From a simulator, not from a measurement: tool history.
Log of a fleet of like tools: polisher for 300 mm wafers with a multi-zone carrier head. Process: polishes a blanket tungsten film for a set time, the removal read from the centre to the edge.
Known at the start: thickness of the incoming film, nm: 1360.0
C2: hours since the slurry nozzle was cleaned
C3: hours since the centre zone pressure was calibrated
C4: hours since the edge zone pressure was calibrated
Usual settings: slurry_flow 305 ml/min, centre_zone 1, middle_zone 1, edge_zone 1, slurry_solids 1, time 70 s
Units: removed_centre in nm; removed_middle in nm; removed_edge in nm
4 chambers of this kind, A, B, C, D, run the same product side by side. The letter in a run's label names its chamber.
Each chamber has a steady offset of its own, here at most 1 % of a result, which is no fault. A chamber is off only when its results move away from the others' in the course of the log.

-- hour=4.6 chamber D: worn pad replaced by a new one
run 1D hour=4.6 | slurry_flow=305 centre_zone=1 middle_zone=1 edge_zone=1 slurry_solids=1 time=70 | wafers_polished_on_this_pad=0 C2=182.7 C3=742.7 C4=1047.4 | removed_centre=398.84 removed_middle=413.91 removed_edge=413.39
run 2C hour=7.4 | slurry_flow=305 centre_zone=1 middle_zone=1 edge_zone=1 slurry_solids=1 time=70 | wafers_polished_on_this_pad=1434 C2=321.6 C3=774.6 C4=216 | removed_centre=419.85 removed_middle=401.23 removed_edge=407.44
-- hour=8.6 chamber C: slurry nozzle cleaned
run 3B hour=11.1 | slurry_flow=305 centre_zone=1 middle_zone=1 edge_zone=1 slurry_solids=1 time=70 | wafers_polished_on_this_pad=390 C2=611.8 C3=425.5 C4=389.7 | removed_centre=415.37 removed_middle=414.62 removed_edge=408.8
run 4A hour=15.6 | slurry_flow=305 centre_zone=1 middle_zone=1 edge_zone=1 slurry_solids=1 time=70 | wafers_polished_on_this_pad=277 C2=442.3 C3=1028.1 C4=93.1 | removed_centre=411.29 removed_middle=420.01 removed_edge=415.07
run 5B hour=19.9 | slurry_flow=305 centre_zone=1 middle_zone=1 edge_zone=1 slurry_solids=1 time=70 | wafers_polished_on_this_pad=448 C2=620.6 C3=434.3 C4=398.5 | removed_centre=414.9 removed_middle=411.24 removed_edge=411.95
run 6D hour=23.7 | slurry_flow=305 centre_zone=1 middle_zone=1 edge_zone=1 slurry_solids=1.25 time=70 | wafers_polished_on_this_pad=126 C2=201.8 C3=761.8 C4=1066.5 | removed_centre=442.37 removed_middle=433.21 removed_edge=439.48
run 7A hour=26.8 | slurry_flow=305 centre_zone=1 middle_zone=1 edge_zone=1 slurry_solids=1.25 time=70 | wafers_polished_on_this_pad=351 C2=453.5 C3=1039.3 C4=104.3 | removed_centre=422.16 removed_middle=437.18 removed_edge=430.75
-- hour=27 chamber C: worn pad replaced by a new one
-- hour=29.6 chamber D: slurry nozzle cleaned
run 8C hour=31.5 | slurry_flow=305 centre_zone=1 middle_zone=1 edge_zone=1 slurry_solids=1.25 time=70 | wafers_polished_on_this_pad=30 C2=22.9 C3=798.7 C4=240.1 | removed_centre=432.78 removed_middle=429.78 removed_edge=431.79
run 9C hour=33.7 | slurry_flow=305 centre_zone=1 middle_zone=1 edge_zone=1 slurry_solids=1.25 time=70 | wafers_polished_on_this_pad=44 C2=25.1 C3=800.9 C4=242.3 | removed_centre=439.94 removed_middle=431.09 removed_edge=431.93
run 10A hour=38.4 | slurry_flow=305 centre_zone=1 middle_zone=1 edge_zone=1 slurry_solids=1 time=70 | wafers_polished_on_this_pad=427 C2=465.1 C3=1050.9 C4=115.9 | removed_centre=415.19 removed_middle=412.06 removed_edge=411.83
-- hour=40.5 chamber A: centre zone pressure recalibrated
-- hour=41.4 chamber C: centre zone pressure recalibrated
run 11D hour=42.9 | slurry_flow=305 centre_zone=1 middle_zone=1 edge_zone=1 slurry_solids=1 time=70 | wafers_polished_on_this_pad=253 C2=13.4 C3=781 C4=1085.7 | removed_centre=413.95 removed_middle=413.3 removed_edge=399.62
run 12B hour=47.5 | slurry_flow=305 centre_zone=1 middle_zone=1 edge_zone=1 slurry_solids=1 time=70 | wafers_polished_on_this_pad=631 C2=648.2 C3=461.9 C4=426.1 | removed_centre=411.41 removed_middle=414.48 removed_edge=422.68
run 13C hour=50.5 | slurry_flow=305 centre_zone=1 middle_zone=1 edge_zone=1 slurry_solids=1 time=70 | wafers_polished_on_this_pad=156 C2=41.9 C3=9.2 C4=259.1 | removed_centre=405.94 removed_middle=414.29 removed_edge=406.34
-- hour=50.7 chamber B: centre zone pressure recalibrated
-- hour=53.9 chamber B: worn pad replaced by a new one
run 14A hour=54.5 | slurry_flow=305 centre_zone=1 middle_zone=1 edge_zone=1 slurry_solids=1 time=70 | wafers_polished_on_this_pad=534 C2=481.2 C3=14.1 C4=132 | removed_centre=374.08 removed_middle=406.69 removed_edge=420.87
run 15B hour=57.8 | slurry_flow=305 centre_zone=1 middle_zone=1 edge_zone=1 slurry_solids=1 time=70 | wafers_polished_on_this_pad=26 C2=658.5 C3=7.2 C4=436.4 | removed_centre=405.24 removed_middle=411.28 removed_edge=410.9
run 16D hour=61.6 | slurry_flow=305 centre_zone=1 middle_zone=1 edge_zone=1 slurry_solids=1 time=70 | wafers_polished_on_this_pad=377 C2=32.1 C3=799.7 C4=1104.4 | removed_centre=406.51 removed_middle=403.7 removed_edge=412.2
run 17D hour=65.7 | slurry_flow=305 centre_zone=1 middle_zone=1 edge_zone=1 slurry_solids=1 time=70 | wafers_polished_on_this_pad=404 C2=36.2 C3=803.8 C4=1108.5 | removed_centre=409.06 removed_middle=406.21 removed_edge=410.82
run 18B hour=70.1 | slurry_flow=305 centre_zone=1 middle_zone=1 edge_zone=1 slurry_solids=1 time=70 | wafers_polished_on_this_pad=107 C2=670.8 C3=19.5 C4=448.7 | removed_centre=407.11 removed_middle=412.2 removed_edge=412.97
run 19A hour=73.5 | slurry_flow=305 centre_zone=1 middle_zone=1 edge_zone=1 slurry_solids=1 time=70 | wafers_polished_on_this_pad=660 C2=500.2 C3=33.1 C4=151 | removed_centre=376.02 removed_middle=415.12 removed_edge=413.31
run 20C hour=77.3 | slurry_flow=305 centre_zone=1 middle_zone=1 edge_zone=1 slurry_solids=1 time=70 | wafers_polished_on_this_pad=333 C2=68.7 C3=36 C4=285.9 | removed_centre=398.8 removed_middle=411.97 removed_edge=414.68
-- hour=78.9 chamber A: worn pad replaced by a new one
run 21D hour=81.5 | slurry_flow=305 centre_zone=1 middle_zone=1 edge_zone=1 slurry_solids=1 time=70 | wafers_polished_on_this_pad=509 C2=52 C3=819.6 C4=1124.3 | removed_centre=410.53 removed_middle=417.28 removed_edge=416.82
run 22B hour=85.9 | slurry_flow=215 centre_zone=1 middle_zone=1 edge_zone=1.09 slurry_solids=1 time=70 | wafers_polished_on_this_pad=211 C2=686.6 C3=35.3 C4=464.5 | removed_centre=399.31 removed_middle=386.75 removed_edge=417.06
run 23A hour=90.4 | slurry_flow=215 centre_zone=1 middle_zone=1 edge_zone=1.09 slurry_solids=1 time=70 | wafers_polished_on_this_pad=76 C2=517.1 C3=50 C4=167.9 | removed_centre=364.14 removed_middle=399.95 removed_edge=430.11
run 24C hour=93.9 | slurry_flow=215 centre_zone=1 middle_zone=1 edge_zone=1.09 slurry_solids=1 time=70 | wafers_polished_on_this_pad=443 C2=85.3 C3=52.6 C4=302.5 | removed_centre=385.53 removed_middle=392.93 removed_edge=411.63
run 25C hour=96.3 | slurry_flow=215 centre_zone=1 middle_zone=1 edge_zone=1.09 slurry_solids=1 time=70 | wafers_polished_on_this_pad=458 C2=87.7 C3=55 C4=304.9 | removed_centre=400.18 removed_middle=382.37 removed_edge=414.6
run 26B hour=101 | slurry_flow=305 centre_zone=1 middle_zone=1 edge_zone=1 slurry_solids=1 time=70 | wafers_polished_on_this_pad=311 C2=701.7 C3=50.4 C4=479.6 | removed_centre=411.13 removed_middle=404.56 removed_edge=413.07
-- hour=104.7 chamber B: slurry nozzle cleaned
run 27A hour=104.9 | slurry_flow=305 centre_zone=1 middle_zone=1 edge_zone=1 slurry_solids=1 time=70 | wafers_polished_on_this_pad=172 C2=531.6 C3=64.5 C4=182.4 | removed_centre=374.58 removed_middle=408.48 removed_edge=418.25
run 28D hour=107.1 | slurry_flow=305 centre_zone=1 middle_zone=1 edge_zone=1 slurry_solids=1 time=70 | wafers_polished_on_this_pad=678 C2=77.6 C3=845.2 C4=1149.9 | removed_centre=401.97 removed_middle=414.72 removed_edge=416.49
run 29A hour=109.4 | slurry_flow=305 centre_zone=1 middle_zone=1 edge_zone=1 slurry_solids=1 time=70 | wafers_polished_on_this_pad=201 C2=536.1 C3=69 C4=186.9 | removed_centre=382.42 removed_middle=418.58 removed_edge=426.76
run 30B hour=113.8 | slurry_flow=305 centre_zone=1 middle_zone=1 edge_zone=1 slurry_solids=1 time=70 | wafers_polished_on_this_pad=396 C2=9.1 C3=63.2 C4=492.4 | removed_centre=415.07 removed_middle=408.29 removed_edge=410.54
run 31C hour=117.9 | slurry_flow=305 centre_zone=1 middle_zone=1 edge_zone=1 slurry_solids=1 time=70 | wafers_polished_on_this_pad=601 C2=109.3 C3=76.6 C4=326.5 | removed_centre=409.01 removed_middle=399.2 removed_edge=415.38

Next, every chamber runs the same settings. What will each give?
run 32A hour=121.2 | slurry_flow=305 centre_zone=1 middle_zone=1 edge_zone=1 slurry_solids=1 time=70 | removed_centre=? removed_middle=? removed_edge=?
run 32B hour=121.2 | slurry_flow=305 centre_zone=1 middle_zone=1 edge_zone=1 slurry_solids=1 time=70 | removed_centre=? removed_middle=? removed_edge=?
run 32C hour=121.2 | slurry_flow=305 centre_zone=1 middle_zone=1 edge_zone=1 slurry_solids=1 time=70 | removed_centre=? removed_middle=? removed_edge=?
run 32D hour=121.2 | slurry_flow=305 centre_zone=1 middle_zone=1 edge_zone=1 slurry_solids=1 time=70 | removed_centre=? removed_middle=? removed_edge=?

run=32A removed_centre=381.99 removed_middle=411.38 removed_edge=411.44
run=32B removed_centre=407.29 removed_middle=411.86 removed_edge=409.47
run=32C removed_centre=410.74 removed_middle=408.57 removed_edge=411.09
run=32D removed_centre=402.1 removed_middle=413.79 removed_edge=410.64
